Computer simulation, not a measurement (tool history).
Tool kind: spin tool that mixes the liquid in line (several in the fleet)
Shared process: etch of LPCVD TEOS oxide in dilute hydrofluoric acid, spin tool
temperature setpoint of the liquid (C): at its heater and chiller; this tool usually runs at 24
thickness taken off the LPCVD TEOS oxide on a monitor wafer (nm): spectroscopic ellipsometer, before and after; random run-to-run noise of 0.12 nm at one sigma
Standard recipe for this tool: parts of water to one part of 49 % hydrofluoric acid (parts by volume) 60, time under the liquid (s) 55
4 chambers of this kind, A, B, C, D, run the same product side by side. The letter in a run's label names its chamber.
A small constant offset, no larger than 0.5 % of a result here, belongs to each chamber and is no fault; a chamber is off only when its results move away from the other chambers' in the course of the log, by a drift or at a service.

| run | hour | temperature setpoint of the liquid (C) | parts of water to one part of 49 % hydrofluoric acid (parts by volume) | time under the liquid (s) | read-back film thickness of the LPCVD TEOS oxide reference wafer, read on the same gauge (nm) | thickness taken off the LPCVD TEOS oxide on a monitor wafer (nm) |
|---|---|---|---|---|---|---|
| 1C | 3.1 | 24 | 60 | 55 | 40.017 | 16.423 |
| 2B | 6.7 | 24 | 60 | 55 | 39.98 | 16.217 |
| 3A | 9.2 | 24 | 60 | 55 | 39.976 | 16.21 |
| 4D | 12 | 24 | 60 | 55 | 39.987 | 16.152 |
| 5D | 15.7 | 24 | 60 | 55 | 40.003 | 16.187 |
| 6B | 17.6 | 24 | 60 | 55 | 40.029 | 16.326 |
| 7C | 19.7 | 24 | 60 | 55 | 40.011 | 16.217 |
| 8A | 21.8 | 24 | 60 | 55 | 39.978 | 16.068 |
| 9B | 23.8 | 24 | 60 | 55 | 40.017 | 16.201 |
| 10A | 26.1 | 24 | 60 | 55 | 40.037 | 16.242 |
|  | 28.8 | chamber C: hydrofluoric acid flow meter replaced |
| 11C | 29 | 24 | 60 | 55 | 40.024 | 16.153 |
| 12D | 32.2 | 24 | 60 | 55 | 40.004 | 16.215 |
| 13B | 36.1 | 24 | 60 | 55 | 39.971 | 16.261 |
| 14C | 38.4 | 24 | 60 | 55 | 39.998 | 16.448 |
| 15D | 42.9 | 24 | 60 | 55 | 39.969 | 16.101 |
| 16A | 45.7 | 24 | 45 | 55 | 39.974 | 22.153 |
| 17B | 50 | 24 | 45 | 55 | 39.979 | 22.015 |
| 18C | 53.3 | 24 | 45 | 55 | 40.033 | 21.282 |
| 19A | 55.9 | 24 | 45 | 55 | 39.995 | 21.86 |
| 20D | 58.3 | 24 | 60 | 55 | 39.953 | 16.208 |
| 21B | 60.7 | 24 | 60 | 55 | 39.98 | 16.506 |
| 22D | 64.3 | 24 | 60 | 55 | 39.974 | 16.298 |
| 23A | 68.3 | 24 | 60 | 55 | 40 | 16.113 |
| 24C | 70.5 | 22 | 45 | 55 | 40.005 | 19.164 |
| 25B | 74.4 | 22 | 45 | 55 | 39.999 | 20.621 |
| 26C | 78.5 | 22 | 45 | 55 | 40.072 | 18.981 |
| 27D | 83 | 22 | 45 | 55 | 40.023 | 20.096 |
| 28A | 85.9 | 24 | 60 | 55 | 39.997 | 16.169 |
| 29D | 87.9 | 24 | 60 | 55 | 39.96 | 16.055 |

Next, every chamber runs the same settings. What will each give?
| 30A | 91.2 | 24 | 60 | 55 |  | ? |
| 30B | 91.2 | 24 | 60 | 55 |  | ? |
| 30C | 91.2 | 24 | 60 | 55 |  | ? |
| 30D | 91.2 | 24 | 60 | 55 |  | ? |

| run | thickness taken off the LPCVD TEOS oxide on a monitor wafer (nm) |
|---|---|
| 30A | 16.066 |
| 30B | 16.232 |
| 30C | 14.354 |
| 30D | 16.049 |
